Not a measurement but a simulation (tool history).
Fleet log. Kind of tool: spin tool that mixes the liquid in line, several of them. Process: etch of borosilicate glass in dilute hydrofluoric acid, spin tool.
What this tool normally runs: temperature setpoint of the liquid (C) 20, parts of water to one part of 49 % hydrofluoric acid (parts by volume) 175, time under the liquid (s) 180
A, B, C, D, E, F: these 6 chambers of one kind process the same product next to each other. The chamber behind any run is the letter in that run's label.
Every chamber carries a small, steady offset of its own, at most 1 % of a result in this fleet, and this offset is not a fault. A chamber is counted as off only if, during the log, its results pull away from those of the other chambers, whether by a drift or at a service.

| run | day | temperature setpoint of the liquid (C) | parts of water to one part of 49 % hydrofluoric acid (parts by volume) | time under the liquid (s) | read-back film thickness of the borosilicate glass reference wafer, read on the same gauge (nm) | thickness taken off the borosilicate glass on a monitor wafer (angstrom) |
|---|---|---|---|---|---|---|
| 1E | 0.325 | 20 | 175 | 180 | 139.98 | 325.55 |
| 2C | 0.767 | 20 | 175 | 180 | 139.98 | 325.98 |
| 3B | 1.204 | 20 | 175 | 180 | 140 | 330.28 |
| 4D | 1.575 | 20 | 175 | 180 | 140 | 325.57 |
| 5F | 1.925 | 20 | 175 | 135 | 139.99 | 248.82 |
| 6A | 2.317 | 20 | 175 | 135 | 139.98 | 245.35 |
| 7A | 2.888 | 20 | 175 | 135 | 140 | 244.25 |
| 8E | 3.45 | 20 | 175 | 135 | 139.98 | 245.89 |
| 9C | 3.721 | 20 | 175 | 135 | 140.01 | 242.31 |
| 10D | 3.975 | 20 | 175 | 135 | 140 | 244.65 |
| 11F | 4.246 | 20 | 175 | 180 | 139.98 | 330.37 |
| 12B | 4.683 | 20 | 175 | 180 | 140 | 331.14 |
| 13F | 4.979 | 20 | 175 | 180 | 140 | 334.26 |
| 14E | 5.35 | 20 | 235 | 130 | 139.98 | 167.31 |
| 15C | 5.7 | 20 | 235 | 130 | 140 | 163.7 |
| 16B | 5.958 | 20 | 235 | 130 | 140 | 166.96 |
| 17A | 6.475 | 20 | 235 | 130 | 140.03 | 166.42 |
| 18D | 7.071 | 20 | 235 | 130 | 140.03 | 164.64 |
| 19F | 7.458 | 20 | 235 | 130 | 140.01 | 166.28 |
| 20B | 7.758 | 20 | 175 | 180 | 140.03 | 330.74 |
| 21C | 8.25 | 20 | 175 | 180 | 140 | 326.91 |
| 22E | 8.629 | 20 | 175 | 180 | 139.99 | 330.27 |
| 23A | 9.025 | 22 | 175 | 180 | 140 | 356.43 |
| 24D | 9.388 | 22 | 175 | 180 | 140.02 | 349.57 |
|  | 9.525 | chamber B: thermometer replaced |
| 25D | 9.783 | 22 | 175 | 180 | 140.01 | 352.14 |
| 26B | 10.317 | 22 | 175 | 180 | 140 | 355.4 |
| 27C | 10.875 | 22 | 175 | 180 | 140.01 | 349.73 |
| 28E | 11.212 | 22 | 175 | 180 | 139.99 | 356.21 |
| 29A | 11.796 | 20 | 175 | 180 | 139.99 | 329.11 |
| 30F | 12.158 | 20 | 175 | 180 | 139.99 | 324.3 |
| 31E | 12.7 | 20 | 175 | 180 | 139.98 | 327.51 |
| 32D | 13.075 | 20 | 175 | 180 | 139.96 | 325.81 |
| 33C | 13.35 | 23.5 | 175 | 120 | 140.01 | 248.6 |
| 34F | 13.733 | 23.5 | 175 | 120 | 139.99 | 245.15 |
| 35B | 14.046 | 23.5 | 175 | 120 | 140 | 250.39 |
| 36A | 14.467 | 23.5 | 175 | 120 | 139.98 | 250.66 |
| 37B | 14.904 | 23.5 | 175 | 120 | 140.02 | 251.64 |
|  | 15.054 | chamber E: thermometer replaced |
| 38C | 15.292 | 23.5 | 175 | 120 | 140.02 | 249.56 |
| 39D | 15.738 | 23 | 175 | 90 | 140 | 183.12 |
| 40E | 16.321 | 23 | 175 | 90 | 140.01 | 185.06 |
| 41A | 16.675 | 23 | 175 | 90 | 139.99 | 182.93 |
| 42F | 16.958 | 23 | 175 | 90 | 140.02 | 176.05 |

Which is it: a chamber that has drifted or been left off by a service, a gauge drift common to all chambers, or only each chamber's usual small offset? If a chamber is off, name it and its likeliest cause.

Little by little, chamber F moves away from the other chambers.
Likeliest cause: liquid colder than its thermometer reads (K) = 1.39.
With only this log, it may be confused with: hydrofluoric acid flow below the setpoint (%).

Below are 4 candidate recipes for chamber F's next run, each the usual settings with a change, their results shown as question marks. Which of them brings F's results back in line with what the other chambers give on the usual settings?
A result is in line if it is within this distance of the other chambers' mean on the usual settings: thickness taken off the borosilicate glass on a monitor wafer (angstrom) 5
| 43F-1 | 17.383 | 21 | 175 | 180 |  | ? |
| 43F-2 | 17.383 | 19 | 175 | 180 |  | ? |
| 43F-3 | 17.383 | 20.5 | 175 | 180 |  | ? |
| 43F-4 | 17.383 | 19.5 | 175 | 180 |  | ? |

The other chambers' mean on the usual settings: thickness taken off the borosilicate glass on a monitor wafer (angstrom) 327.53
| run | thickness taken off the borosilicate glass on a monitor wafer (angstrom) |
|---|---|
| 43F-1 | 326.95 |
| 43F-2 | 301.59 |
| 43F-3 | 320.43 |
| 43F-4 | 307.82 |
43F-1 puts the chamber back in line with the other chambers.
